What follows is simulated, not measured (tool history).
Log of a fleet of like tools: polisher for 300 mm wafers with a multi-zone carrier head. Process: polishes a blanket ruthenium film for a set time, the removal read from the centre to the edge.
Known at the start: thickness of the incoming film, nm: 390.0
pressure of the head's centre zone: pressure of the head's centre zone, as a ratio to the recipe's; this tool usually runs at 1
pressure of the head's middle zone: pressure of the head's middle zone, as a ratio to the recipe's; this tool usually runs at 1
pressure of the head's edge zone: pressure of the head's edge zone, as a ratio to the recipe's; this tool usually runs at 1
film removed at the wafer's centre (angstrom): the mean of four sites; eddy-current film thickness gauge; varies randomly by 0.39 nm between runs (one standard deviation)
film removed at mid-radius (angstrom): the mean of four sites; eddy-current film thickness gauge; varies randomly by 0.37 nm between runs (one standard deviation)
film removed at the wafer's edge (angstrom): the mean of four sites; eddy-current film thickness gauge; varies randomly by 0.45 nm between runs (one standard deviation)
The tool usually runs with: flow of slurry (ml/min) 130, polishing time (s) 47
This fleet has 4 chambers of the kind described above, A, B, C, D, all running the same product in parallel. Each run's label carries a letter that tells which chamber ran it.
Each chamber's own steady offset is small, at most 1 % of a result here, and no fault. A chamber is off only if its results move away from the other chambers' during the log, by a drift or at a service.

| run | hour | flow of slurry (ml/min) | pressure of the head's centre zone | pressure of the head's middle zone | pressure of the head's edge zone | polishing time (s) | film removed at the wafer's centre (angstrom) | film removed at mid-radius (angstrom) | film removed at the wafer's edge (angstrom) |
|---|---|---|---|---|---|---|---|---|---|
| 1A | 7.3 | 130 | 1 | 1 | 1 | 47 | 403.5 | 398.4 | 400.56 |
|  | 11.3 | chamber A: worn pad replaced by a new one |
| 2C | 15.2 | 130 | 1 | 1 | 1 | 47 | 403.01 | 400.77 | 399.9 |
| 3B | 19.5 | 130 | 1 | 1 | 1 | 47 | 415.34 | 405.61 | 407.95 |
| 4D | 26.8 | 130 | 1 | 1 | 1 | 47 | 406.54 | 400.89 | 412.62 |
|  | 31.4 | chamber D: worn pad replaced by a new one |
| 5A | 32.6 | 130 | 1 | 1 | 1 | 47 | 399.66 | 410.17 | 405.02 |
| 6B | 39.2 | 130 | 1 | 1 | 1 | 47 | 405.59 | 399.68 | 399.16 |
|  | 42.5 | chamber A: edge zone pressure recalibrated |
| 7C | 44.2 | 130 | 1 | 1 | 1 | 47 | 402.93 | 399.56 | 405.59 |
|  | 46.5 | chamber B: worn pad replaced by a new one |
| 8D | 47.9 | 130 | 1 | 1 | 1 | 47 | 407.28 | 395.41 | 401.3 |
|  | 52.8 | chamber C: worn pad replaced by a new one |
| 9B | 55.5 | 130 | 1 | 1 | 1 | 47 | 404.02 | 399.17 | 403.52 |
| 10D | 62.1 | 130 | 1 | 1 | 1 | 47 | 406.87 | 404.7 | 409.73 |
| 11A | 67.8 | 130 | 1 | 1 | 1 | 47 | 402.57 | 406.84 | 400.11 |
| 12C | 73.2 | 130 | 1 | 1 | 1 | 47 | 406.6 | 407.35 | 413.66 |
| 13B | 80.3 | 130 | 1 | 1 | 1 | 47 | 403.37 | 397.3 | 400.67 |
| 14A | 87.9 | 130 | 1 | 1 | 1 | 47 | 401.9 | 396.66 | 404.71 |
| 15D | 93.7 | 130 | 1 | 1 | 1 | 47 | 409.6 | 397.63 | 398.25 |
|  | 98.6 | chamber A: worn pad replaced by a new one |
| 16C | 101.7 | 130 | 1 | 1 | 1 | 47 | 396.04 | 395.66 | 406.68 |
| 17C | 109 | 130 | 1 | 1 | 1 | 47 | 404.19 | 397.01 | 404.83 |
| 18A | 116.6 | 130 | 1 | 1 | 1 | 47 | 397.27 | 403.87 | 401.75 |
| 19D | 123.4 | 130 | 1 | 1 | 1 | 47 | 400.06 | 400.72 | 399.2 |
| 20B | 127.8 | 130 | 1 | 1 | 0.94 | 47 | 376.87 | 376.41 | 366.92 |
|  | 130.4 | chamber C: slurry nozzle cleaned |
| 21B | 134.2 | 130 | 1 | 1 | 0.94 | 47 | 368.23 | 369.02 | 368.4 |
| 22A | 141.1 | 130 | 1 | 1 | 0.94 | 47 | 400.53 | 401.82 | 392.25 |
| 23C | 144.8 | 130 | 1 | 1 | 0.94 | 47 | 404.46 | 401.74 | 385.74 |
|  | 147.4 | chamber D: worn pad replaced by a new one |
| 24D | 149.4 | 130 | 1 | 1 | 1 | 47 | 399.3 | 407.73 | 405.12 |
|  | 155.3 | chamber B: worn pad replaced by a new one |
| 25B | 156.5 | 130 | 1 | 1 | 1 | 47 | 359.13 | 358.38 | 371.6 |

Is one chamber out of step, is the gauge drifting, or do the chambers differ by no more than their own small offsets? For an off chamber, give its letter and the likeliest cause.

One chamber, B, drifts off from the rest bit by bit.
Most likely cause: slurry flow missing at the pad, % = 36.

Which of the 4 candidates below, each the usual settings with something changed and its results left as question marks, puts chamber B back in line with what the other chambers give on the usual settings?
In line here means within this much of the mean the other chambers give on the usual settings: film removed at the wafer's centre (angstrom) 13; film removed at mid-radius (angstrom) 13; film removed at the wafer's edge (angstrom) 16
| 26B-1 | 162.6 | 120 | 0.98 | 0.98 | 1.02 | 44 | ? | ? | ? |
| 26B-2 | 162.6 | 150 | 1.05 | 1.04 | 0.97 | 56 | ? | ? | ? |
| 26B-3 | 162.6 | 110 | 0.95 | 0.97 | 1.03 | 40 | ? | ? | ? |
| 26B-4 | 162.6 | 140 | 1.02 | 1.02 | 0.98 | 51 | ? | ? | ? |

Mean of the other chambers on the usual settings: film removed at the wafer's centre (angstrom) 403; film removed at mid-radius (angstrom) 402.52; film removed at the wafer's edge (angstrom) 402.95
| run | film removed at the wafer's centre (angstrom) | film removed at mid-radius (angstrom) | film removed at the wafer's edge (angstrom) |
|---|---|---|---|
| 26B-1 | 309.97 | 322.62 | 343.08 |
| 26B-2 | 463.49 | 466.65 | 445.59 |
| 26B-3 | 261.91 | 281.14 | 307.12 |
| 26B-4 | 399.1 | 408.79 | 402.46 |
Change 26B-4 lands the chamber within the allowed miss of the other chambers.
